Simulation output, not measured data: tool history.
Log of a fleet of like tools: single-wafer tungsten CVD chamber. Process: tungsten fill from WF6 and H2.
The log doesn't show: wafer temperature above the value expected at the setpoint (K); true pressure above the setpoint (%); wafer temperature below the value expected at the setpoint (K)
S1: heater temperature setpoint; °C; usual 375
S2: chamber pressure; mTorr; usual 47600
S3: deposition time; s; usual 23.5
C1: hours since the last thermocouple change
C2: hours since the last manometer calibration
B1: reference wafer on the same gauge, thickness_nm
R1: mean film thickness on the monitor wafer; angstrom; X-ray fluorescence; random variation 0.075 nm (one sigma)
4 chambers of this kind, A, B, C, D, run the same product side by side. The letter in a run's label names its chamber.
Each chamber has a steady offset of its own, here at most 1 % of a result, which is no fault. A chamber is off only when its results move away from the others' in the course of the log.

run   hour   S1     S2    S3      C1      C2      B1      R1
 1C    6.8  375  47600  23.5  1099.1   132.9  49.311  516.34
 2D   15.1  375  47600  23.5  1142.3  2660.0  49.315  523.42
 3B   26.9  375  47600  23.5  1651.4  1362.8  49.266  519.51
 4A   40.4  375  47600  23.5  1969.4   267.3  49.280  515.09
 5B   52.0  375  47600  23.5  1676.5  1387.9  49.274  517.20
 6A   60.7  375  47600  23.5  1989.7   287.6  49.260  515.64
      70.8  -- chamber B: capacitance manometer re-zeroed and calibrated
 7D   71.5  375  47600  23.5  1198.7  2716.4  49.246  522.91
 8C   80.7  369  47600  23.5  1173.0   206.8  49.268  454.84
 9B   93.3  369  47600  23.5  1717.8    22.5  49.232  458.67
10C  101.7  369  47600  23.5  1194.0   227.8  49.230  454.57
11A  108.7  369  47600  23.5  2037.7   335.6  49.223  454.23
12D  117.2  375  47600  23.5  1244.4  2762.1  49.208  522.55
13A  123.7  375  47600  23.5  2052.7   350.6  49.198  515.47
14C  132.8  375  47600  23.5  1225.1   258.9  49.222  515.77
15D  141.1  375  47600  23.5  1268.3  2786.0  49.189  522.45
16B  150.8  375  47600  23.5  1775.3    80.0  49.179  517.03
17C  159.5  375  47600  23.5  1251.8   285.6  49.206  513.55
18B  166.6  375  47600  23.5  1791.1    95.8  49.196  516.78
19A  175.7  375  47600  23.5  2104.7   402.6  49.156  514.14
20D  188.5  375  47600  23.5  1315.7  2833.4  49.168  520.65
     188.7  -- chamber C: thermocouple changed; heater temperature recalibrated
21C  197.7  375  47600  23.5     9.0   323.8  49.179  514.06
22D  204.0  375  47600  23.5  1331.2  2848.9  49.148  522.81
23A  211.5  375  47600  23.5  2140.5   438.4  49.170  513.41
     217.6  -- chamber D: capacitance manometer re-zeroed and calibrated
24B  219.2  367  47600  23.5  1843.7   148.4  49.155  437.31
25B  230.6  367  47600  23.5  1855.1   159.8  49.150  438.39
26C  239.3  367  47600  23.5    50.6   365.4  49.134  434.54
27D  247.5  367  47600  23.5  1374.7    30.0  49.126  440.81
28A  255.2  375  47600  23.5  2184.2   482.1  49.113  513.68
29A  266.8  375  47600  23.5  2195.8   493.7  49.113  513.88
30D  280.2  375  47600  23.5  1407.4    62.7  49.111  521.29
31B  288.0  375  47600  23.5  1912.5   217.2  49.106  516.29
32C  298.1  375  47600  23.5   109.4   424.2  49.107  513.56
33A  304.2  375  47600  23.5  2233.2   531.1  49.089  512.98
34B  317.2  375  47600  23.5  1941.7   246.4  49.086  516.98
35D  329.8  375  47600  23.5  1457.0   112.3  49.085  520.55
36C  341.8  375  47600  23.5   153.1   467.9  49.046  512.58
37B  353.8  375  47600  23.5  1978.3   283.0  49.050  517.10
38A  365.5  375  47600  23.5  2294.5   592.4  49.053  513.98
39C  372.9  375  47600  23.5   184.2   499.0  49.048  512.38
40D  382.2  375  47600  23.5  1509.4   164.7  49.030  518.42
41C  388.6  375  47600  23.5   199.9   514.7  49.031  513.41
42B  401.6  375  47600  23.5  2026.1   330.8  49.035  515.85
43D  407.8  375  47600  23.5  1535.0   190.3  49.021  519.75
     418.7  -- chamber A: thermocouple changed; heater temperature recalibrated
44A  421.1  375  47600  23.5     2.4   648.0  49.017  512.45

All 4 chambers run these settings next. Forecast each chamber's results:
45A  430.7  375  47600  23.5               ?
45B  430.7  375  47600  23.5               ?
45C  430.7  375  47600  23.5               ?
45D  430.7  375  47600  23.5               ?

run      R1
45A  513.22
45B  515.47
45C  512.79
45D  520.38

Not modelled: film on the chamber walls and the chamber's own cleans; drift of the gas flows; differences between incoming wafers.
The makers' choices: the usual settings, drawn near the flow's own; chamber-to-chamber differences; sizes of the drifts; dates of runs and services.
